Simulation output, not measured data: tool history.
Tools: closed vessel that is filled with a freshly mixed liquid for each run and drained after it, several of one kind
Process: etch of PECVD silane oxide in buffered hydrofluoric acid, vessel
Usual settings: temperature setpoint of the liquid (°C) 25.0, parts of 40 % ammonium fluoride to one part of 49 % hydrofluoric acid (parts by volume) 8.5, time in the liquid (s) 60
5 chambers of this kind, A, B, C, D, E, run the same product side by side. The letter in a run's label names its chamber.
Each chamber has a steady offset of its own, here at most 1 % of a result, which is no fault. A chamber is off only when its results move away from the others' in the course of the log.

| run | hour | temperature setpoint of the liquid (°C) | parts of 40 % ammonium fluoride to one part of 49 % hydrofluoric acid (parts by volume) | time in the liquid (s) | hours since the thermometer was replaced | hours since the hydrofluoric acid flow meter was replaced | read-back film thickness of the PECVD silane oxide reference wafer, read on the same gauge (nm) | thickness taken off the PECVD silane oxide on a monitor wafer (angstrom) |
|---|---|---|---|---|---|---|---|---|
| 1D | 2.3 | 25.0 | 8.5 | 60 | 800.5 | 927.3 | 140.00 | 1537.60 |
| 2A | 6.2 | 25.0 | 8.5 | 60 | 429.1 | 52.1 | 139.99 | 1529.30 |
| 3E | 9.4 | 25.0 | 8.5 | 60 | 472.5 | 948.2 | 139.99 | 1537.20 |
| 4B | 12.6 | 25.0 | 8.5 | 60 | 23.0 | 567.8 | 139.97 | 1517.50 |
| 5C | 15.8 | 25.0 | 8.5 | 60 | 902.1 | 948.5 | 140.02 | 1527.20 |
| 6A | 17.7 | 25.0 | 8.5 | 60 | 440.6 | 63.6 | 140.02 | 1497.90 |
| 7C | 20.2 | 25.0 | 8.5 | 60 | 906.5 | 952.9 | 140.00 | 1549.20 |
| 8E | 23.3 | 25.0 | 8.5 | 70 | 486.4 | 962.1 | 140.02 | 1808.70 |
| 9D | 27.4 | 25.0 | 8.5 | 70 | 825.6 | 952.4 | 139.99 | 1786.30 |
| 10B | 31.8 | 25.0 | 8.5 | 70 | 42.2 | 587.0 | 139.99 | 1788.30 |
| 11A | 36.0 | 25.0 | 8.5 | 70 | 458.9 | 81.9 | 140.01 | 1779.80 |
| 12C | 39.1 | 25.0 | 8.5 | 70 | 925.4 | 971.8 | 140.00 | 1765.20 |
| 13E | 41.2 | 25.0 | 8.5 | 60 | 504.3 | 980.0 | 140.00 | 1539.70 |
| 14B | 43.5 | 25.0 | 8.5 | 60 | 53.9 | 598.7 | 139.99 | 1506.80 |
| 15D | 46.0 | 20.5 | 8.5 | 35 | 844.2 | 971.0 | 140.00 | 693.45 |
| 16D | 48.0 | 20.5 | 8.5 | 35 | 846.2 | 973.0 | 140.01 | 690.78 |
| 17B | 51.4 | 20.5 | 8.5 | 35 | 61.8 | 606.6 | 140.01 | 689.72 |
| 18A | 53.6 | 20.5 | 8.5 | 35 | 476.5 | 99.5 | 139.98 | 689.22 |
| 19E | 57.9 | 20.5 | 8.5 | 35 | 521.0 | 996.7 | 140.00 | 706.73 |
| 20C | 62.0 | 25.0 | 8.5 | 60 | 948.3 | 994.7 | 140.01 | 1542.10 |
| 21C | 65.0 | 27.0 | 7.5 | 60 | 951.3 | 997.7 | 140.00 | 1930.40 |
| 22D | 67.7 | 27.0 | 7.5 | 60 | 865.9 | 992.7 | 139.99 | 1937.60 |
| 23A | 70.0 | 27.0 | 7.5 | 60 | 492.9 | 115.9 | 140.03 | 1932.80 |
| 24B | 74.3 | 27.0 | 7.5 | 60 | 84.7 | 629.5 | 140.00 | 1926.50 |
| 25E | 76.4 | 27.0 | 7.5 | 60 | 539.5 | 1015.2 | 140.00 | 1946.40 |
|  | 78.9 | chamber E: thermometer replaced |
| 26E | 79.8 | 25.0 | 8.5 | 60 | 1.0 | 1018.6 | 140.00 | 1515.30 |
| 27C | 83.9 | 25.0 | 8.5 | 60 | 970.2 | 1016.6 | 140.01 | 1557.10 |
| 28A | 88.0 | 25.0 | 8.5 | 60 | 510.9 | 133.9 | 139.99 | 1510.30 |
| 29B | 90.7 | 25.0 | 8.5 | 60 | 101.1 | 645.9 | 139.98 | 1545.40 |
|  | 93.1 | chamber D: hydrofluoric acid flow meter replaced |
| 30D | 94.5 | 28.5 | 8.5 | 30 | 892.7 | 1.4 | 139.98 | 930.89 |

What goes on in this fleet: one chamber off, a drifting gauge, or nothing beyond the chambers' own small offsets? Name the chamber and the cause, if any.

No chamber stands off beyond its own small offset, and the gauge holds steady.
